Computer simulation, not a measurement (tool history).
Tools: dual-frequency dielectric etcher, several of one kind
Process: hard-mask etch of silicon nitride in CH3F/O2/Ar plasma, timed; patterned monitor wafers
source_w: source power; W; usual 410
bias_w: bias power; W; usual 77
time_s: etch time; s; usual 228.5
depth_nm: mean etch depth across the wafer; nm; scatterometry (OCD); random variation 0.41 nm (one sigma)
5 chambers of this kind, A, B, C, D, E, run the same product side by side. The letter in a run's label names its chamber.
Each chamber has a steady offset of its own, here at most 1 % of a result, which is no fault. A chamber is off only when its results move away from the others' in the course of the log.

run,hour,source_w,bias_w,time_s,hours since the last wet clean,hours since the last source power generator calibration,hours since the last bias power generator calibration,"read-back reference wafer on the same gauge, depth_nm",depth_nm
1B,2.5,410,77,228.5,267.3,3368.0,478.0,191.02,165.08
2A,7.0,410,77,228.5,193.6,2277.6,89.6,190.97,165.81
3D,12.1,410,77,228.5,572.8,757.4,2568.1,190.87,166.49
4C,16.2,410,77,228.5,158.1,2961.6,2882.5,190.94,166.22
5E,20.4,410,77,228.5,166.4,105.6,2821.8,191.07,166.45
6E,23.2,410,77,228.5,169.2,108.4,2824.6,191.07,165.97
7A,28.4,410,77,228.5,215.0,2299.0,111.0,190.99,165.16
8B,32.4,410,77,228.5,297.2,3397.9,507.9,191.05,165.15
9D,36.4,410,77,228.5,597.1,781.7,2592.4,191.03,166.24
10C,40.5,410,77,228.5,182.4,2985.9,2906.8,190.97,166.29
11E,44.7,410,77,228.5,190.7,129.9,2846.1,190.90,166.05
# hour 49.4: chamber D: wet clean of the chamber
12D,50.1,410,77,228.5,0.7,795.4,2606.1,191.02,166.89
13B,55.6,410,77,228.5,320.4,3421.1,531.1,191.10,164.75
14A,58.1,410,77,228.5,244.7,2328.7,140.7,191.08,164.96
15C,61.3,410,77,228.5,203.2,3006.7,2927.6,191.02,165.76
16D,63.9,410,77,228.5,14.5,809.2,2619.9,191.08,165.97
17A,69.2,410,77,228.5,255.8,2339.8,151.8,190.99,165.08
18C,73.9,410,77,228.5,215.8,3019.3,2940.2,190.92,166.66
19B,78.7,410,93,293.5,343.5,3444.2,554.2,191.07,227.69
20E,83.1,410,93,293.5,229.1,168.3,2884.5,190.99,228.95
21A,88.2,410,93,293.5,274.8,2358.8,170.8,190.94,226.46
22D,91.4,410,93,293.5,42.0,836.7,2647.4,191.00,228.57
23E,95.1,410,93,293.5,241.1,180.3,2896.5,190.97,228.81
24C,98.4,410,77,228.5,240.3,3043.8,2964.7,190.93,166.44
25B,103.7,410,92,228.5,368.5,3469.2,579.2,190.90,175.97
26E,106.9,410,92,228.5,252.9,192.1,2908.3,190.85,177.56
27A,111.4,410,92,228.5,298.0,2382.0,194.0,190.85,176.32
28D,115.3,410,92,228.5,65.9,860.6,2671.3,190.94,177.53
# hour 119.6: chamber B: wet clean of the chamber
29C,120.8,410,92,228.5,262.7,3066.2,2987.1,191.08,177.77
30B,126.0,410,77,228.5,6.5,3491.5,601.5,191.01,165.17
31E,130.7,410,77,228.5,276.7,215.9,2932.1,191.01,166.59

All 5 chambers run these settings next. Forecast each chamber's results:
32A,134.7,410,77,228.5,,,,,?
32B,134.7,410,77,228.5,,,,,?
32C,134.7,410,77,228.5,,,,,?
32D,134.7,410,77,228.5,,,,,?
32E,134.7,410,77,228.5,,,,,?

run,depth_nm
32A,165.15
32B,165.19
32C,166.20
32D,166.08
32E,166.23

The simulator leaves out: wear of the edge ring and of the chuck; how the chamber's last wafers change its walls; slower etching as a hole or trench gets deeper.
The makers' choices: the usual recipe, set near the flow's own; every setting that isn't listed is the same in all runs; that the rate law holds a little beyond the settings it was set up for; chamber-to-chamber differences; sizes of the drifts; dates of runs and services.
